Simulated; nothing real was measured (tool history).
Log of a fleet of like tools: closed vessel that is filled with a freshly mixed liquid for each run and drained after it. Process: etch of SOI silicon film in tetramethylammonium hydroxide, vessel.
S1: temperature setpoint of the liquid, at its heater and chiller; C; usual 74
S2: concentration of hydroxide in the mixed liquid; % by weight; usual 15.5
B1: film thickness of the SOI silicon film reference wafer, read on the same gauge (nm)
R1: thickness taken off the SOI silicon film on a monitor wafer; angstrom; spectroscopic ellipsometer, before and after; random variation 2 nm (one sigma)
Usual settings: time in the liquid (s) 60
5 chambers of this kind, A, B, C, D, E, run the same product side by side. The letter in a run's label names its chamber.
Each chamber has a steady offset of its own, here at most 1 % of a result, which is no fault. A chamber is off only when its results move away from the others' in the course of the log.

{"run": "1A", "hour": 7.9, "S1": 74, "S2": 15.5, "time in the liquid (s)": 60, "B1": 99.975, "R1": 4461.7}
{"run": "2E", "hour": 20.2, "S1": 74, "S2": 15.5, "time in the liquid (s)": 60, "B1": 100.01, "R1": 4463.4}
{"run": "3C", "hour": 30.1, "S1": 74, "S2": 15.5, "time in the liquid (s)": 60, "B1": 99.996, "R1": 4471.1}
{"run": "4B", "hour": 36.9, "S1": 74, "S2": 15.5, "time in the liquid (s)": 60, "B1": 99.996, "R1": 4403.8}
{"run": "5D", "hour": 47.8, "S1": 74, "S2": 15.5, "time in the liquid (s)": 60, "B1": 100.01, "R1": 4409.4}
{"run": "6C", "hour": 56.1, "S1": 74, "S2": 15.5, "time in the liquid (s)": 60, "B1": 100, "R1": 4438.7}
{"run": "7A", "hour": 63.6, "S1": 74, "S2": 15.5, "time in the liquid (s)": 60, "B1": 100, "R1": 4462.8}
{"run": "8E", "hour": 71.3, "S1": 74, "S2": 15.5, "time in the liquid (s)": 60, "B1": 100, "R1": 4428.4}
{"run": "9D", "hour": 78.0, "S1": 74, "S2": 15.5, "time in the liquid (s)": 60, "B1": 99.996, "R1": 4417}
{"run": "10B", "hour": 89.5, "S1": 74, "S2": 15.5, "time in the liquid (s)": 60, "B1": 99.98, "R1": 4365.7}
{"run": "11E", "hour": 96.9, "S1": 74, "S2": 15.5, "time in the liquid (s)": 60, "B1": 100.03, "R1": 4430.4}
{"run": "12D", "hour": 107.8, "S1": 74, "S2": 15.5, "time in the liquid (s)": 60, "B1": 99.982, "R1": 4434}
{"run": "13B", "hour": 113.9, "S1": 74, "S2": 15.5, "time in the liquid (s)": 60, "B1": 99.988, "R1": 4445.7}
{"run": "14C", "hour": 122.7, "S1": 74, "S2": 15.5, "time in the liquid (s)": 60, "B1": 100.03, "R1": 4499.9}
{"run": "15A", "hour": 133.4, "S1": 74, "S2": 12, "time in the liquid (s)": 90, "B1": 100.04, "R1": 7445.4}
{"hour": 139.0, "done": "chamber A: thermometer replaced"}
{"run": "16B", "hour": 144.0, "S1": 74, "S2": 12, "time in the liquid (s)": 90, "B1": 100, "R1": 7521.2}
{"run": "17A", "hour": 152.4, "S1": 74, "S2": 12, "time in the liquid (s)": 90, "B1": 99.99, "R1": 7454.9}
{"run": "18E", "hour": 159.2, "S1": 74, "S2": 12, "time in the liquid (s)": 90, "B1": 100.02, "R1": 7469.8}
{"hour": 169.4, "done": "chamber E: hydroxide flow meter replaced"}
{"run": "19C", "hour": 171.7, "S1": 74, "S2": 12, "time in the liquid (s)": 90, "B1": 99.986, "R1": 7463.4}
{"run": "20D", "hour": 184.3, "S1": 70, "S2": 19.5, "time in the liquid (s)": 60, "B1": 99.998, "R1": 3220.7}
{"run": "21B", "hour": 191.9, "S1": 70, "S2": 19.5, "time in the liquid (s)": 60, "B1": 100, "R1": 3206.7}
{"run": "22C", "hour": 201.9, "S1": 70, "S2": 19.5, "time in the liquid (s)": 60, "B1": 100.02, "R1": 3220.5}
{"run": "23A", "hour": 208.3, "S1": 70, "S2": 19.5, "time in the liquid (s)": 60, "B1": 99.978, "R1": 3225.2}
{"run": "24D", "hour": 215.1, "S1": 70, "S2": 19.5, "time in the liquid (s)": 60, "B1": 99.98, "R1": 3244.5}
{"run": "25E", "hour": 226.0, "S1": 74, "S2": 15.5, "time in the liquid (s)": 60, "B1": 99.975, "R1": 4428.4}
{"run": "26A", "hour": 232.2, "S1": 74, "S2": 15.5, "time in the liquid (s)": 60, "B1": 100.03, "R1": 4435.8}
{"run": "27B", "hour": 244.4, "S1": 81, "S2": 15.5, "time in the liquid (s)": 90, "B1": 100.01, "R1": 9750.5}
{"run": "28C", "hour": 251.2, "S1": 81, "S2": 15.5, "time in the liquid (s)": 90, "B1": 99.979, "R1": 9916.5}
{"run": "29E", "hour": 262.0, "S1": 81, "S2": 15.5, "time in the liquid (s)": 90, "B1": 100.03, "R1": 9789.7}
{"run": "30D", "hour": 268.0, "S1": 81, "S2": 15.5, "time in the liquid (s)": 90, "B1": 100.02, "R1": 10197}
{"hour": 271.9, "done": "chamber C: thermometer replaced"}
{"run": "31B", "hour": 275.4, "S1": 81, "S2": 15.5, "time in the liquid (s)": 90, "B1": 99.976, "R1": 9810.8}
{"run": "32D", "hour": 282.5, "S1": 74, "S2": 15.5, "time in the liquid (s)": 60, "B1": 99.968, "R1": 4583.8}
{"run": "33E", "hour": 292.3, "S1": 74, "S2": 15.5, "time in the liquid (s)": 60, "B1": 100.02, "R1": 4384.7}
{"run": "34A", "hour": 299.1, "S1": 80.5, "S2": 18, "time in the liquid (s)": 60, "B1": 100.01, "R1": 6050.3}
{"run": "35C", "hour": 306.5, "S1": 80.5, "S2": 18, "time in the liquid (s)": 60, "B1": 99.987, "R1": 6082.2}
{"run": "36C", "hour": 317.5, "S1": 80.5, "S2": 18, "time in the liquid (s)": 60, "B1": 99.987, "R1": 6076.2}
{"run": "37A", "hour": 328.1, "S1": 80.5, "S2": 18, "time in the liquid (s)": 60, "B1": 99.966, "R1": 6135.1}
{"run": "38E", "hour": 334.8, "S1": 80.5, "S2": 18, "time in the liquid (s)": 60, "B1": 100.03, "R1": 6047.7}
{"run": "39D", "hour": 341.9, "S1": 74, "S2": 15.5, "time in the liquid (s)": 60, "B1": 99.995, "R1": 4564}
{"run": "40B", "hour": 350.5, "S1": 74, "S2": 15.5, "time in the liquid (s)": 60, "B1": 100.01, "R1": 4416.4}
{"run": "41B", "hour": 356.4, "S1": 74, "S2": 15.5, "time in the liquid (s)": 60, "B1": 99.976, "R1": 4405.1}
{"run": "42C", "hour": 368.9, "S1": 74, "S2": 15.5, "time in the liquid (s)": 60, "B1": 99.989, "R1": 4446.5}

All 5 chambers run these settings next. Forecast each chamber's results:
{"run": "43A", "hour": 378.2, "S1": 74, "S2": 15.5, "time in the liquid (s)": 60, "R1": "?"}
{"run": "43B", "hour": 378.2, "S1": 74, "S2": 15.5, "time in the liquid (s)": 60, "R1": "?"}
{"run": "43C", "hour": 378.2, "S1": 74, "S2": 15.5, "time in the liquid (s)": 60, "R1": "?"}
{"run": "43D", "hour": 378.2, "S1": 74, "S2": 15.5, "time in the liquid (s)": 60, "R1": "?"}
{"run": "43E", "hour": 378.2, "S1": 74, "S2": 15.5, "time in the liquid (s)": 60, "R1": "?"}

run=43A R1=4428.2
run=43B R1=4461.8
run=43C R1=4446.4
run=43D R1=4588.8
run=43E R1=4437.6

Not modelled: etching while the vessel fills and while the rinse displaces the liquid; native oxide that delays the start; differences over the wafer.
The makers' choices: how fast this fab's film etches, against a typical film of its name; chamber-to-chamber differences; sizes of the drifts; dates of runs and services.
